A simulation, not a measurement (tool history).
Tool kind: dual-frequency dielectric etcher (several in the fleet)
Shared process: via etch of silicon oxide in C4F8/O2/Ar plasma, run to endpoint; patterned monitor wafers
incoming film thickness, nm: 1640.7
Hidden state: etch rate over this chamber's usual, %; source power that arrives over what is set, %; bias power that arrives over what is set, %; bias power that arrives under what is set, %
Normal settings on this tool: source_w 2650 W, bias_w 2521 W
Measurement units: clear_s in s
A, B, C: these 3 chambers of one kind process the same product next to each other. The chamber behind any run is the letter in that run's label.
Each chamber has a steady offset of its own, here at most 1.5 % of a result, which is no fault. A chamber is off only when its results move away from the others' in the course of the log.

run,hour,source_w,bias_w,hours since the last wet clean,hours since the last source power generator calibration,hours since the last bias power generator calibration,clear_s
1A,3.6,2650,2521,90.5,3293.4,1893.4,269.71
2C,7.7,2650,2521,430.8,2845.7,1342.5,272.33
3B,11.4,2650,2521,281.3,2338.9,1981.9,265.4
4B,16.5,2650,2521,286.4,2344,1987,266.27
5A,21.7,2650,2521,108.6,3311.5,1911.5,267.65
6C,26.5,2650,2521,449.6,2864.5,1361.3,268.23
7A,32.1,2650,2521,119,3321.9,1921.9,270.1
8C,37.5,2650,2521,460.6,2875.5,1372.3,270.8
9B,43.7,2650,2521,313.6,2371.2,2014.2,267.73
10C,50.2,2930,2196,473.3,2888.2,1385,270.59
# hour 51.3: chamber A: bias power generator calibrated
11A,55.1,2930,2196,142,3344.9,3.8,268.09
12B,61.3,2930,2196,331.2,2388.8,2031.8,268.5
13B,64.5,2650,2521,334.4,2392,2035,269.18
14A,69.6,2650,2521,156.5,3359.4,18.3,269.59
15C,75.2,2650,2521,498.3,2913.2,1410,270.43
# hour 78: chamber C: source power generator calibrated
16B,80.9,2650,2521,350.8,2408.4,2051.4,269.57
17A,86.3,2650,2521,173.2,3376.1,35,267.45
18C,90,2650,2521,513.1,12,1424.8,270.11
# hour 93: chamber B: wet clean of the chamber
19A,93.3,2650,2521,180.2,3383.1,42,269.06
20C,98,2900,1935,521.1,20,1432.8,282.36
21B,104.6,2900,1935,11.7,2432.1,2075.1,277.67
# hour 105.7: chamber C: wet clean of the chamber
22C,111.3,2900,1935,5.6,33.3,1446.1,281.72
23B,118.4,2650,2521,25.5,2445.9,2088.9,267.54
24A,121.9,2650,2521,208.8,3411.7,70.6,268.89
25C,128.7,2950,1925,23,50.7,1463.5,280.81
26B,135.7,2950,1925,42.8,2463.2,2106.2,274.85
27A,142.7,2950,1925,229.6,3432.5,91.4,277.13
28B,149.7,2650,2744,56.8,2477.2,2120.2,262.11
29C,154.9,2650,2744,49.2,76.9,1489.7,263.23
30A,161.5,2650,2744,248.4,3451.3,110.2,261.06
31C,165.4,2650,2521,59.7,87.4,1500.2,271.21
32B,169.3,3010,2941,76.4,2496.8,2139.8,244.96
33A,176.5,3010,2941,263.4,3466.3,125.2,245.99

Read the log: is a single chamber off, either drifting away or since a service, is the gauge that measures every chamber drifting, or is nothing wrong beyond small per-chamber offsets? Name any odd chamber and what most likely caused it.

No chamber is off and the gauge is stable; the differences are just each chamber's small, constant offset.

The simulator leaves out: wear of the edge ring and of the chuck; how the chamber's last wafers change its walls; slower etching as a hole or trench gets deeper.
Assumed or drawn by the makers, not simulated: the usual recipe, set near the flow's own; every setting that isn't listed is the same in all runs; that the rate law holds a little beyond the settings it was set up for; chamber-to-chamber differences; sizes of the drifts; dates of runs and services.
